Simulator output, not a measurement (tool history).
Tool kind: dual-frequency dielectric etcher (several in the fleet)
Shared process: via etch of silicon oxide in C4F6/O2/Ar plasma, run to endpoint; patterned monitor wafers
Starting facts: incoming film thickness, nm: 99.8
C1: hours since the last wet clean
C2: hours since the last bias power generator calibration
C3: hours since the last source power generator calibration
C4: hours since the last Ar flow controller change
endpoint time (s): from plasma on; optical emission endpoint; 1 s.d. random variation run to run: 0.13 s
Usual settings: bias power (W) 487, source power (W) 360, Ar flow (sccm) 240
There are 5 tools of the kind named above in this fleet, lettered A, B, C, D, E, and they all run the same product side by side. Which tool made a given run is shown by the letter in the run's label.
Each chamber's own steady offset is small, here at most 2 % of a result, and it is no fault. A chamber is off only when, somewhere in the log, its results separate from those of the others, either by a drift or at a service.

{"run": "1E", "hour": 6.2, "bias power (W)": 487, "source power (W)": 360, "Ar flow (sccm)": 240, "C1": 276.3, "C2": 2642.0, "C3": 4068.9, "C4": 3652.4, "endpoint time (s)": 22.604}
{"run": "2A", "hour": 13.2, "bias power (W)": 487, "source power (W)": 360, "Ar flow (sccm)": 240, "C1": 147.9, "C2": 2063.7, "C3": 1579.0, "C4": 4800.9, "endpoint time (s)": 22.71}
{"run": "3C", "hour": 17.8, "bias power (W)": 487, "source power (W)": 360, "Ar flow (sccm)": 240, "C1": 104.5, "C2": 974.8, "C3": 84.5, "C4": 1925.3, "endpoint time (s)": 22.043}
{"run": "4B", "hour": 25.1, "bias power (W)": 487, "source power (W)": 360, "Ar flow (sccm)": 240, "C1": 55.4, "C2": 638.9, "C3": 966.1, "C4": 1753.0, "endpoint time (s)": 22.247}
{"run": "5D", "hour": 28.8, "bias power (W)": 487, "source power (W)": 360, "Ar flow (sccm)": 240, "C1": 505.3, "C2": 1559.8, "C3": 612.7, "C4": 965.2, "endpoint time (s)": 22.749}
{"run": "6C", "hour": 32.5, "bias power (W)": 487, "source power (W)": 390, "Ar flow (sccm)": 270, "C1": 119.2, "C2": 989.5, "C3": 99.2, "C4": 1940.0, "endpoint time (s)": 21.557}
{"run": "7B", "hour": 38.0, "bias power (W)": 487, "source power (W)": 390, "Ar flow (sccm)": 270, "C1": 68.3, "C2": 651.8, "C3": 979.0, "C4": 1765.9, "endpoint time (s)": 21.791}
{"run": "8E", "hour": 45.3, "bias power (W)": 487, "source power (W)": 390, "Ar flow (sccm)": 270, "C1": 315.4, "C2": 2681.1, "C3": 4108.0, "C4": 3691.5, "endpoint time (s)": 22.166}
{"run": "9D", "hour": 51.6, "bias power (W)": 487, "source power (W)": 390, "Ar flow (sccm)": 270, "C1": 528.1, "C2": 1582.6, "C3": 635.5, "C4": 988.0, "endpoint time (s)": 22.061}
{"run": "10A", "hour": 55.7, "bias power (W)": 487, "source power (W)": 390, "Ar flow (sccm)": 270, "C1": 190.4, "C2": 2106.2, "C3": 1621.5, "C4": 4843.4, "endpoint time (s)": 22.107}
{"run": "11B", "hour": 60.5, "bias power (W)": 487, "source power (W)": 360, "Ar flow (sccm)": 240, "C1": 90.8, "C2": 674.3, "C3": 1001.5, "C4": 1788.4, "endpoint time (s)": 22.519}
{"run": "12A", "hour": 65.8, "bias power (W)": 487, "source power (W)": 440, "Ar flow (sccm)": 280, "C1": 200.5, "C2": 2116.3, "C3": 1631.6, "C4": 4853.5, "endpoint time (s)": 21.498}
{"run": "13D", "hour": 73.2, "bias power (W)": 487, "source power (W)": 440, "Ar flow (sccm)": 280, "C1": 549.7, "C2": 1604.2, "C3": 657.1, "C4": 1009.6, "endpoint time (s)": 21.328}
{"run": "14E", "hour": 80.3, "bias power (W)": 487, "source power (W)": 440, "Ar flow (sccm)": 280, "C1": 350.4, "C2": 2716.1, "C3": 4143.0, "C4": 3726.5, "endpoint time (s)": 21.197}
{"hour": 85.9, "done": "chamber E: wet clean of the chamber"}
{"run": "15C", "hour": 86.4, "bias power (W)": 487, "source power (W)": 440, "Ar flow (sccm)": 280, "C1": 173.1, "C2": 1043.4, "C3": 153.1, "C4": 1993.9, "endpoint time (s)": 20.824}
{"hour": 86.6, "done": "chamber D: wet clean of the chamber"}
{"run": "16D", "hour": 91.1, "bias power (W)": 487, "source power (W)": 440, "Ar flow (sccm)": 280, "C1": 4.5, "C2": 1622.1, "C3": 675.0, "C4": 1027.5, "endpoint time (s)": 22.09}
{"run": "17C", "hour": 96.6, "bias power (W)": 487, "source power (W)": 360, "Ar flow (sccm)": 240, "C1": 183.3, "C2": 1053.6, "C3": 163.3, "C4": 2004.1, "endpoint time (s)": 21.991}
{"run": "18B", "hour": 101.8, "bias power (W)": 487, "source power (W)": 300, "Ar flow (sccm)": 240, "C1": 132.1, "C2": 715.6, "C3": 1042.8, "C4": 1829.7, "endpoint time (s)": 23.67}
{"run": "19A", "hour": 108.7, "bias power (W)": 487, "source power (W)": 300, "Ar flow (sccm)": 240, "C1": 243.4, "C2": 2159.2, "C3": 1674.5, "C4": 4896.4, "endpoint time (s)": 24.113}
{"hour": 113.6, "done": "chamber A: Ar flow controller replaced"}
{"run": "20E", "hour": 115.5, "bias power (W)": 487, "source power (W)": 300, "Ar flow (sccm)": 240, "C1": 29.6, "C2": 2751.3, "C3": 4178.2, "C4": 3761.7, "endpoint time (s)": 24.019}
{"run": "21A", "hour": 119.9, "bias power (W)": 487, "source power (W)": 300, "Ar flow (sccm)": 240, "C1": 254.6, "C2": 2170.4, "C3": 1685.7, "C4": 6.3, "endpoint time (s)": 24.048}
{"run": "22E", "hour": 125.0, "bias power (W)": 487, "source power (W)": 300, "Ar flow (sccm)": 240, "C1": 39.1, "C2": 2760.8, "C3": 4187.7, "C4": 3771.2, "endpoint time (s)": 23.769}
{"run": "23D", "hour": 129.5, "bias power (W)": 487, "source power (W)": 360, "Ar flow (sccm)": 240, "C1": 42.9, "C2": 1660.5, "C3": 713.4, "C4": 1065.9, "endpoint time (s)": 24.065}
{"run": "24C", "hour": 132.8, "bias power (W)": 487, "source power (W)": 360, "Ar flow (sccm)": 240, "C1": 219.5, "C2": 1089.8, "C3": 199.5, "C4": 2040.3, "endpoint time (s)": 22.292}
{"run": "25B", "hour": 137.1, "bias power (W)": 487, "source power (W)": 360, "Ar flow (sccm)": 240, "C1": 167.4, "C2": 750.9, "C3": 1078.1, "C4": 1865.0, "endpoint time (s)": 22.425}
{"run": "26B", "hour": 140.8, "bias power (W)": 487, "source power (W)": 360, "Ar flow (sccm)": 240, "C1": 171.1, "C2": 754.6, "C3": 1081.8, "C4": 1868.7, "endpoint time (s)": 22.233}
{"run": "27A", "hour": 146.7, "bias power (W)": 487, "source power (W)": 360, "Ar flow (sccm)": 240, "C1": 281.4, "C2": 2197.2, "C3": 1712.5, "C4": 33.1, "endpoint time (s)": 22.637}
{"run": "28C", "hour": 153.6, "bias power (W)": 487, "source power (W)": 360, "Ar flow (sccm)": 240, "C1": 240.3, "C2": 1110.6, "C3": 220.3, "C4": 2061.1, "endpoint time (s)": 22.226}
{"run": "29D", "hour": 158.6, "bias power (W)": 487, "source power (W)": 360, "Ar flow (sccm)": 240, "C1": 72.0, "C2": 1689.6, "C3": 742.5, "C4": 1095.0, "endpoint time (s)": 23.797}
{"run": "30E", "hour": 164.2, "bias power (W)": 487, "source power (W)": 360, "Ar flow (sccm)": 240, "C1": 78.3, "C2": 2800.0, "C3": 4226.9, "C4": 3810.4, "endpoint time (s)": 22.494}
{"run": "31D", "hour": 168.4, "bias power (W)": 487, "source power (W)": 410, "Ar flow (sccm)": 298, "C1": 81.8, "C2": 1699.4, "C3": 752.3, "C4": 1104.8, "endpoint time (s)": 23.011}
{"run": "32E", "hour": 175.4, "bias power (W)": 487, "source power (W)": 410, "Ar flow (sccm)": 298, "C1": 89.5, "C2": 2811.2, "C3": 4238.1, "C4": 3821.6, "endpoint time (s)": 21.921}
{"run": "33C", "hour": 182.3, "bias power (W)": 487, "source power (W)": 410, "Ar flow (sccm)": 298, "C1": 269.0, "C2": 1139.3, "C3": 249.0, "C4": 2089.8, "endpoint time (s)": 21.701}
{"run": "34A", "hour": 189.1, "bias power (W)": 487, "source power (W)": 410, "Ar flow (sccm)": 298, "C1": 323.8, "C2": 2239.6, "C3": 1754.9, "C4": 75.5, "endpoint time (s)": 22.185}
{"run": "35B", "hour": 193.1, "bias power (W)": 487, "source power (W)": 410, "Ar flow (sccm)": 298, "C1": 223.4, "C2": 806.9, "C3": 1134.1, "C4": 1921.0, "endpoint time (s)": 22.109}
{"run": "36E", "hour": 197.4, "bias power (W)": 487, "source power (W)": 360, "Ar flow (sccm)": 240, "C1": 111.5, "C2": 2833.2, "C3": 4260.1, "C4": 3843.6, "endpoint time (s)": 22.445}
{"run": "37B", "hour": 204.2, "bias power (W)": 487, "source power (W)": 320, "Ar flow (sccm)": 240, "C1": 234.5, "C2": 818.0, "C3": 1145.2, "C4": 1932.1, "endpoint time (s)": 23.294}
{"run": "38D", "hour": 211.2, "bias power (W)": 487, "source power (W)": 320, "Ar flow (sccm)": 240, "C1": 124.6, "C2": 1742.2, "C3": 795.1, "C4": 1147.6, "endpoint time (s)": 24.864}
{"run": "39A", "hour": 217.6, "bias power (W)": 487, "source power (W)": 320, "Ar flow (sccm)": 240, "C1": 352.3, "C2": 2268.1, "C3": 1783.4, "C4": 104.0, "endpoint time (s)": 23.562}
{"run": "40C", "hour": 223.7, "bias power (W)": 487, "source power (W)": 320, "Ar flow (sccm)": 240, "C1": 310.4, "C2": 1180.7, "C3": 290.4, "C4": 2131.2, "endpoint time (s)": 23.079}
{"run": "41C", "hour": 227.7, "bias power (W)": 487, "source power (W)": 320, "Ar flow (sccm)": 240, "C1": 314.4, "C2": 1184.7, "C3": 294.4, "C4": 2135.2, "endpoint time (s)": 23.167}
{"run": "42A", "hour": 232.6, "bias power (W)": 487, "source power (W)": 360, "Ar flow (sccm)": 240, "C1": 367.3, "C2": 2283.1, "C3": 1798.4, "C4": 119.0, "endpoint time (s)": 22.536}

All 5 chambers run these settings next. Forecast each chamber's results:
{"run": "43A", "hour": 238.0, "bias power (W)": 559, "source power (W)": 360, "Ar flow (sccm)": 240, "endpoint time (s)": "?"}
{"run": "43B", "hour": 238.0, "bias power (W)": 559, "source power (W)": 360, "Ar flow (sccm)": 240, "endpoint time (s)": "?"}
{"run": "43C", "hour": 238.0, "bias power (W)": 559, "source power (W)": 360, "Ar flow (sccm)": 240, "endpoint time (s)": "?"}
{"run": "43D", "hour": 238.0, "bias power (W)": 559, "source power (W)": 360, "Ar flow (sccm)": 240, "endpoint time (s)": "?"}
{"run": "43E", "hour": 238.0, "bias power (W)": 559, "source power (W)": 360, "Ar flow (sccm)": 240, "endpoint time (s)": "?"}

run=43A endpoint_time_(s)=21.561
run=43B endpoint_time_(s)=21.305
run=43C endpoint_time_(s)=21.102
run=43D endpoint_time_(s)=22.643
run=43E endpoint_time_(s)=21.600

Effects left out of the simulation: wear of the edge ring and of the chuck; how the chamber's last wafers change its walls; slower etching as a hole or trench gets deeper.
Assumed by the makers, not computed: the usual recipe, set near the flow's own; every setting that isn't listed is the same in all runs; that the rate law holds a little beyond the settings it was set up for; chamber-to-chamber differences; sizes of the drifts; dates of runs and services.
